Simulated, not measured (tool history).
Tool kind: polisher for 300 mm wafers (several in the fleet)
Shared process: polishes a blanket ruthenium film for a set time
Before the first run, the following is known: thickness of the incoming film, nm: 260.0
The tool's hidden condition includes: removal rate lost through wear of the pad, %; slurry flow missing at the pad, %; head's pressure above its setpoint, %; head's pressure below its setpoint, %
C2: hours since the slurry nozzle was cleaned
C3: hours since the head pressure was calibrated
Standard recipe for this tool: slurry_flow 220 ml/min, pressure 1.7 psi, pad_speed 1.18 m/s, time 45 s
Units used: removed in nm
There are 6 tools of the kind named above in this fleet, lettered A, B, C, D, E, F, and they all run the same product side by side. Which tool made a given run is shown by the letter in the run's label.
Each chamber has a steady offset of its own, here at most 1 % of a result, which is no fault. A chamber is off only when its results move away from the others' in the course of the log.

Run 1C, hour 3.9: usual settings; wafers polished on this pad 268; C2 247.8; C3 524.2. Result: removed 41.339 nm.
Run 2D, hour 9.4: usual settings; wafers polished on this pad 618; C2 657.9; C3 418.6. Result: removed 40.865 nm.
At hour 14: chamber F: worn pad replaced by a new one.
Run 3A, hour 15.5: usual settings; wafers polished on this pad 784; C2 264.3; C3 96.1. Result: removed 40.752 nm.
Run 4E, hour 20.7: usual settings; wafers polished on this pad 398; C2 282.3; C3 832.4. Result: removed 42.616 nm.
At hour 22.7: chamber F: slurry nozzle cleaned.
Run 5B, hour 24: usual settings; wafers polished on this pad 402; C2 121.5; C3 877.1. Result: removed 39.848 nm.
Run 6F, hour 29.4: usual settings but pressure 1.5 psi, time 37 s; wafers polished on this pad 138; C2 6.7; C3 801.7. Result: removed 30.21 nm.
At hour 32.7: chamber A: worn pad replaced by a new one.
Run 7B, hour 34.5: usual settings but pressure 1.5 psi, time 37 s; wafers polished on this pad 497; C2 132; C3 887.6. Result: removed 29.903 nm.
At hour 36.7: chamber C: worn pad replaced by a new one.
Run 8D, hour 40: usual settings but pressure 1.5 psi, time 37 s; wafers polished on this pad 893; C2 688.5; C3 449.2. Result: removed 29.904 nm.
Run 9C, hour 44.3: usual settings but pressure 1.5 psi, time 37 s; wafers polished on this pad 68; C2 288.2; C3 564.6. Result: removed 30.324 nm.
Run 10E, hour 47.6: usual settings but pressure 1.5 psi, time 37 s; wafers polished on this pad 640; C2 309.2; C3 859.3. Result: removed 29.867 nm.
Run 11F, hour 53.3: usual settings but pressure 1.5 psi, time 37 s; wafers polished on this pad 353; C2 30.6; C3 825.6. Result: removed 30.098 nm.
Run 12A, hour 59.1: usual settings; wafers polished on this pad 238; C2 307.9; C3 139.7. Result: removed 41.305 nm.
Run 13F, hour 62.8: usual settings; wafers polished on this pad 439; C2 40.1; C3 835.1. Result: removed 40.898 nm.
At hour 66.3: chamber D: head pressure recalibrated.
Run 14D, hour 66.5: usual settings; wafers polished on this pad 1132; C2 715; C3 0.3. Result: removed 39.979 nm.
At hour 70.5: chamber A: slurry nozzle cleaned.
Run 15C, hour 71.9: usual settings; wafers polished on this pad 317; C2 315.8; C3 592.2. Result: removed 40.17 nm.
Run 16E, hour 75.8: usual settings; wafers polished on this pad 893; C2 337.4; C3 887.5. Result: removed 39.937 nm.
At hour 76: chamber F: worn pad replaced by a new one.
Run 17B, hour 79.2: usual settings but pressure 1.3 psi, time 55 s; wafers polished on this pad 899; C2 176.7; C3 932.3. Result: removed 37.899 nm.
At hour 82.5: chamber D: worn pad replaced by a new one.
Run 18A, hour 83.2: usual settings but pressure 1.3 psi, time 55 s; wafers polished on this pad 455; C2 12.8; C3 163.8. Result: removed 38.393 nm.
Run 19A, hour 89.5: usual settings but pressure 1.3 psi, time 55 s; wafers polished on this pad 511; C2 19.1; C3 170.1. Result: removed 38.243 nm.
Run 20B, hour 93.1: usual settings but pressure 1.3 psi, time 55 s; wafers polished on this pad 1024; C2 190.6; C3 946.2. Result: removed 37.453 nm.
At hour 94.2: chamber B: worn pad replaced by a new one.
At hour 95.8: chamber D: slurry nozzle cleaned.
At hour 97.2: chamber C: worn pad replaced by a new one.
Run 21D, hour 98.6: usual settings but pressure 1.3 psi, time 55 s; wafers polished on this pad 145; C2 2.8; C3 32.4. Result: removed 38.223 nm.
At hour 99.4: chamber E: head pressure recalibrated.
Run 22C, hour 105.5: usual settings but pressure 1.3 psi, time 55 s; wafers polished on this pad 75; C2 349.4; C3 625.8. Result: removed 38.778 nm.
Run 23E, hour 111.1: usual settings; wafers polished on this pad 1211; C2 372.7; C3 11.7. Result: removed 40.893 nm.
Run 24F, hour 115.6: usual settings; wafers polished on this pad 357; C2 92.9; C3 887.9. Result: removed 41.438 nm.
Run 25E, hour 121.2: usual settings but pressure 1.4 psi, time 32 s; wafers polished on this pad 1302; C2 382.8; C3 21.8. Result: removed 22.719 nm.
Run 26D, hour 125.3: usual settings but pressure 1.4 psi, time 32 s; wafers polished on this pad 385; C2 29.5; C3 59.1. Result: removed 24.043 nm.
Run 27C, hour 130.4: usual settings but pressure 1.4 psi, time 32 s; wafers polished on this pad 299; C2 374.3; C3 650.7. Result: removed 24.304 nm.
At hour 131: chamber A: worn pad replaced by a new one.
Run 28F, hour 135.8: usual settings but pressure 1.4 psi, time 32 s; wafers polished on this pad 538; C2 113.1; C3 908.1. Result: removed 23.937 nm.
At hour 138.5: chamber F: worn pad replaced by a new one.
Run 29A, hour 139.7: usual settings but pressure 1.4 psi, time 32 s; wafers polished on this pad 79; C2 69.3; C3 220.3. Result: removed 23.864 nm.
At hour 140.1: chamber B: slurry nozzle cleaned.
Run 30B, hour 143.6: usual settings but pressure 1.4 psi, time 32 s; wafers polished on this pad 444; C2 3.5; C3 996.7. Result: removed 23.754 nm.
Run 31F, hour 150: usual settings but slurry_flow 170 ml/min, time 55 s; wafers polished on this pad 104; C2 127.3; C3 922.3. Result: removed 48.646 nm.
Run 32D, hour 155.6: usual settings but slurry_flow 170 ml/min, time 55 s; wafers polished on this pad 658; C2 59.8; C3 89.4. Result: removed 48.968 nm.
At hour 157.9: chamber C: worn pad replaced by a new one.
Run 33C, hour 161.4: usual settings but slurry_flow 170 ml/min, time 55 s; wafers polished on this pad 32; C2 405.3; C3 681.7. Result: removed 48.995 nm.
Run 34A, hour 166.3: usual settings but slurry_flow 170 ml/min, time 55 s; wafers polished on this pad 318; C2 95.9; C3 246.9. Result: removed 49.667 nm.
Run 35B, hour 169.9: usual settings but slurry_flow 170 ml/min, time 55 s; wafers polished on this pad 680; C2 29.8; C3 1023. Result: removed 47.849 nm.
Run 36E, hour 174.7: usual settings but slurry_flow 170 ml/min, time 55 s; wafers polished on this pad 1783; C2 436.3; C3 75.3. Result: removed 44.67 nm.
Run 37B, hour 180.4: usual settings; wafers polished on this pad 775; C2 40.3; C3 1033.5. Result: removed 41.561 nm.
Run 38A, hour 187.3: usual settings but pad_speed 1.46 m/s; wafers polished on this pad 507; C2 116.9; C3 267.9. Result: removed 51.215 nm.

Does one chamber stand apart from the rest, does the shared gauge drift, or is all well apart from small per-chamber offsets? Give the chamber and the most likely cause, where there is one.

Chamber E drifts away from the others.
What lies behind it: removal rate lost through wear of the pad, % = 8.44.
From this log alone, it may not be told apart from: slurry flow missing at the pad, %.

Chamber E could run next with any of the 4 candidate recipes listed below; each alters the usual settings, and their results appear as question marks. Which one brings its results back in line with what the other chambers deliver on the usual settings?
In line means no further than this from the other chambers' mean on the usual settings: removed 1.8 nm
Run 39E-1, hour 192.3: usual settings but pressure 1.6 psi, time 44 s. Result: removed ?.
Run 39E-2, hour 192.3: usual settings but pad_speed 0.98 m/s. Result: removed ?.
Run 39E-3, hour 192.3: usual settings but slurry_flow 225 ml/min, time 53 s. Result: removed ?.
Run 39E-4, hour 192.3: usual settings but pad_speed 1.24 m/s, time 47 s. Result: removed ?.

On the usual settings, the other chambers give on average: removed 40.982 nm
  run  removed
39E-1    34.41
39E-2   31.107
39E-3   44.156
39E-4   41.021
39E-4 is the one that brings the chamber's results back in line with the other chambers.
